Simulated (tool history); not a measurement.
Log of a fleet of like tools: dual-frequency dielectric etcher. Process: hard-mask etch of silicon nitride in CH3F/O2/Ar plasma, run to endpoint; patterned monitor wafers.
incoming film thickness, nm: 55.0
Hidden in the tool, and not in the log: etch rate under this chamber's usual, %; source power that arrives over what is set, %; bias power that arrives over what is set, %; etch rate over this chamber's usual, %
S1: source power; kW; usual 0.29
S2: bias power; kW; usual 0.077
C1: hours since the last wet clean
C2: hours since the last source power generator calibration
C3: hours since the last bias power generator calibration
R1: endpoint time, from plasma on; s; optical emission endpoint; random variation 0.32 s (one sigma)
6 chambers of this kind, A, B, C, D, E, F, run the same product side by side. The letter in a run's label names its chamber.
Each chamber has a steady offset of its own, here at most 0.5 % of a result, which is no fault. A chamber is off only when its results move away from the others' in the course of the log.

| run | hour | S1 | S2 | C1 | C2 | C3 | R1 |
|---|---|---|---|---|---|---|---|
| 1B | 6.4 | 0.29 | 0.077 | 245.2 | 106.3 | 2276.5 | 88.261 |
| 2A | 14.3 | 0.29 | 0.077 | 481.4 | 1495.3 | 547.8 | 88.872 |
| 3D | 22 | 0.29 | 0.077 | 224.8 | 1682.9 | 268.2 | 87.948 |
| 4C | 30.3 | 0.29 | 0.077 | 311.8 | 1245.2 | 583.6 | 87.793 |
| 5F | 39.2 | 0.29 | 0.077 | 222.2 | 3305.2 | 1397.8 | 88.408 |
| 6E | 47 | 0.29 | 0.077 | 274.7 | 2797.7 | 1287.7 | 87.597 |
| 7F | 56.7 | 0.29 | 0.077 | 239.7 | 3322.7 | 1415.3 | 87.754 |
| 8A | 66.1 | 0.29 | 0.077 | 533.2 | 1547.1 | 599.6 | 88.779 |
| 9C | 72.4 | 0.29 | 0.077 | 353.9 | 1287.3 | 625.7 | 88.308 |
| 10E | 78.4 | 0.29 | 0.077 | 306.1 | 2829.1 | 1319.1 | 87.905 |
| 11B | 84.1 | 0.29 | 0.077 | 322.9 | 184 | 2354.2 | 87.864 |
| 12D | 92.3 | 0.29 | 0.077 | 295.1 | 1753.2 | 338.5 | 87.577 |
| 13A | 102 | 0.29 | 0.077 | 569.1 | 1583 | 635.5 | 87.872 |
| 14D | 111.9 | 0.29 | 0.077 | 314.7 | 1772.8 | 358.1 | 87.562 |
| 15B | 116.7 | 0.29 | 0.077 | 355.5 | 216.6 | 2386.8 | 87.378 |
|  | 117.7 | chamber A: wet clean of the chamber |
| 16F | 123.6 | 0.29 | 0.077 | 306.6 | 3389.6 | 1482.2 | 88.103 |
| 17C | 132.1 | 0.33 | 0.077 | 413.6 | 1347 | 685.4 | 83.887 |
| 18E | 141.7 | 0.33 | 0.077 | 369.4 | 2892.4 | 1382.4 | 83.177 |
| 19D | 152.4 | 0.33 | 0.077 | 355.2 | 1813.3 | 398.6 | 83.513 |
| 20E | 157.9 | 0.33 | 0.077 | 385.6 | 2908.6 | 1398.6 | 83.863 |
| 21F | 164.7 | 0.33 | 0.077 | 347.7 | 3430.7 | 1523.3 | 84.084 |
| 22A | 172.7 | 0.33 | 0.077 | 55 | 1653.7 | 706.2 | 84.029 |
| 23B | 177.7 | 0.29 | 0.077 | 416.5 | 277.6 | 2447.8 | 87.409 |
|  | 179.4 | chamber C: wet clean of the chamber |
| 24C | 185.9 | 0.29 | 0.077 | 6.6 | 1400.8 | 739.2 | 88.076 |
|  | 190.1 | chamber E: source power generator calibrated |
| 25B | 192.9 | 0.29 | 0.077 | 431.7 | 292.8 | 2463 | 87.128 |
|  | 195.5 | chamber E: wet clean of the chamber |
| 26A | 200.5 | 0.33 | 0.077 | 82.8 | 1681.5 | 734 | 83.954 |
| 27F | 207.2 | 0.33 | 0.077 | 390.2 | 3473.2 | 1565.8 | 83.743 |
| 28D | 213.7 | 0.33 | 0.077 | 416.5 | 1874.6 | 459.9 | 83.393 |
| 29E | 222.1 | 0.33 | 0.077 | 26.6 | 32.1 | 1462.8 | 83.298 |
| 30C | 230.9 | 0.33 | 0.077 | 51.6 | 1445.8 | 784.2 | 84.251 |
| 31D | 241.8 | 0.33 | 0.077 | 444.6 | 1902.7 | 488 | 83.781 |
| 32C | 251.3 | 0.26 | 0.067 | 72 | 1466.2 | 804.6 | 96.464 |
| 33F | 262.1 | 0.26 | 0.067 | 445.1 | 3528.1 | 1620.7 | 96.969 |
| 34E | 271.1 | 0.26 | 0.067 | 75.6 | 81.1 | 1511.8 | 95.747 |
|  | 272.5 | chamber B: wet clean of the chamber |
| 35B | 276.1 | 0.26 | 0.067 | 3.6 | 376 | 2546.2 | 96.367 |
| 36A | 286 | 0.26 | 0.067 | 168.3 | 1767 | 819.5 | 96.707 |
| 37D | 291.3 | 0.26 | 0.067 | 494.1 | 1952.2 | 537.5 | 95.929 |
| 38E | 301 | 0.29 | 0.077 | 105.5 | 111 | 1541.7 | 87.587 |
| 39C | 307 | 0.29 | 0.077 | 127.7 | 1521.9 | 860.3 | 88.437 |
| 40B | 312.4 | 0.29 | 0.077 | 39.9 | 412.3 | 2582.5 | 87.762 |
| 41A | 321.7 | 0.29 | 0.077 | 204 | 1802.7 | 855.2 | 87.773 |
| 42F | 329.5 | 0.29 | 0.077 | 512.5 | 3595.5 | 1688.1 | 88.155 |
| 43B | 339.2 | 0.29 | 0.077 | 66.7 | 439.1 | 2609.3 | 87.474 |

What goes on in this fleet: one chamber off, a drifting gauge, or nothing beyond the chambers' own small offsets? Name the chamber and the cause, if any.

No chamber stands off beyond its own small offset, and the gauge holds steady.
